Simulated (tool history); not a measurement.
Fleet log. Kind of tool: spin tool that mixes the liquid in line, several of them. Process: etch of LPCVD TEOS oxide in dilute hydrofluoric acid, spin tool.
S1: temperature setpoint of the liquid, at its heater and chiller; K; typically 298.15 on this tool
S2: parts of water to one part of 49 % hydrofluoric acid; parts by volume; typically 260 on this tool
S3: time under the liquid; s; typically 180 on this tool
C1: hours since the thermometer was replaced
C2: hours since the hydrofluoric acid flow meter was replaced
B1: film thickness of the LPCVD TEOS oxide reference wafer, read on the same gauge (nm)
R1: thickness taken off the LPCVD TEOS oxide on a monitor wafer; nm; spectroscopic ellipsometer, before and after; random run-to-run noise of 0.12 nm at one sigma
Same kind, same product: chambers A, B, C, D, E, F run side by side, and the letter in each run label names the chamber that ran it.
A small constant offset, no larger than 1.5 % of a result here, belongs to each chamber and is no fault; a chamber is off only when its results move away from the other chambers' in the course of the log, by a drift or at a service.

run,hour,S1,S2,S3,C1,C2,B1,R1
1B,5.4,298.15,260,180,912.6,1241.9,140.01,13.5720
2F,9.4,298.15,260,180,241.1,253.8,139.97,13.5120
3A,13.8,298.15,260,180,1839.8,1367.9,139.99,13.3200
4C,17.3,298.15,260,180,162.8,649.3,139.98,13.6690
5E,24.5,298.15,335,265,1002.2,282.9,140.01,14.5040
6D,30.8,298.15,335,265,1724.0,696.6,140.02,14.3130
7E,36.6,298.15,335,265,1014.3,295.0,139.99,14.4830
8F,43.5,298.15,335,265,275.2,287.9,140.00,14.4270
9C,48.2,298.15,335,265,193.7,680.2,140.00,14.4940
10A,53.3,298.15,335,265,1879.3,1407.4,139.99,14.0370
11D,58.6,294.15,260,265,1751.8,724.4,140.01,17.1170
12B,62.6,294.15,260,265,969.8,1299.1,139.97,17.2450
13E,68.3,294.15,260,265,1046.0,326.7,140.01,17.0970
14D,71.9,294.15,260,265,1765.1,737.7,140.02,17.1950
15A,75.9,294.15,260,265,1901.9,1430.0,140.03,17.2730
16C,80.6,294.15,260,265,226.1,712.6,139.99,17.4950
17B,86.2,298.15,260,180,993.4,1322.7,140.00,13.4300
18F,89.7,298.15,260,180,321.4,334.1,140.01,13.4590
19E,96.6,301.15,260,180,1074.3,355.0,140.02,14.8580
20C,102.9,301.15,260,180,248.4,734.9,139.98,15.0800
21A,107.7,301.15,260,180,1933.7,1461.8,140.00,14.9380
22D,111.2,301.15,260,180,1804.4,777.0,140.02,14.2000
23F,115.7,301.15,260,180,347.4,360.1,139.99,15.2200
24B,120.5,301.15,260,180,1027.7,1357.0,139.96,15.0480
25D,123.9,298.15,260,180,1817.1,789.7,140.01,12.8090
26B,128.1,298.15,260,180,1035.3,1364.6,139.97,13.7680
27E,133.8,298.15,260,180,1111.5,392.2,139.99,13.4490
28F,141.0,298.15,260,180,372.7,385.4,140.01,13.3410
# hour 141.2: chamber A: hydrofluoric acid flow meter replaced
29C,145.1,298.15,260,180,290.6,777.1,139.98,13.7290
# hour 148.6: chamber E: thermometer replaced
30A,150.4,298.15,260,180,1976.4,9.3,139.97,13.6310
31E,157.1,298.15,260,180,8.5,415.5,140.00,13.5780
32C,163.4,298.15,150,180,308.9,795.4,139.97,26.8160
33F,168.7,298.15,150,180,400.4,413.1,139.99,26.5100
34D,175.8,298.15,150,180,1869.0,841.6,140.01,23.5240
35B,182.9,298.15,150,180,1090.1,1419.4,139.98,26.4440
36A,187.1,298.15,150,180,2013.1,46.0,139.99,26.6850

For the next run the whole fleet of 6 chambers uses the same settings. Give each chamber's results:
37A,192.7,298.15,310,180,,,,?
37B,192.7,298.15,310,180,,,,?
37C,192.7,298.15,310,180,,,,?
37D,192.7,298.15,310,180,,,,?
37E,192.7,298.15,310,180,,,,?
37F,192.7,298.15,310,180,,,,?

run,R1
37A,10.8630
37B,10.7470
37C,10.9580
37D,9.4422
37E,10.9560
37F,10.7980
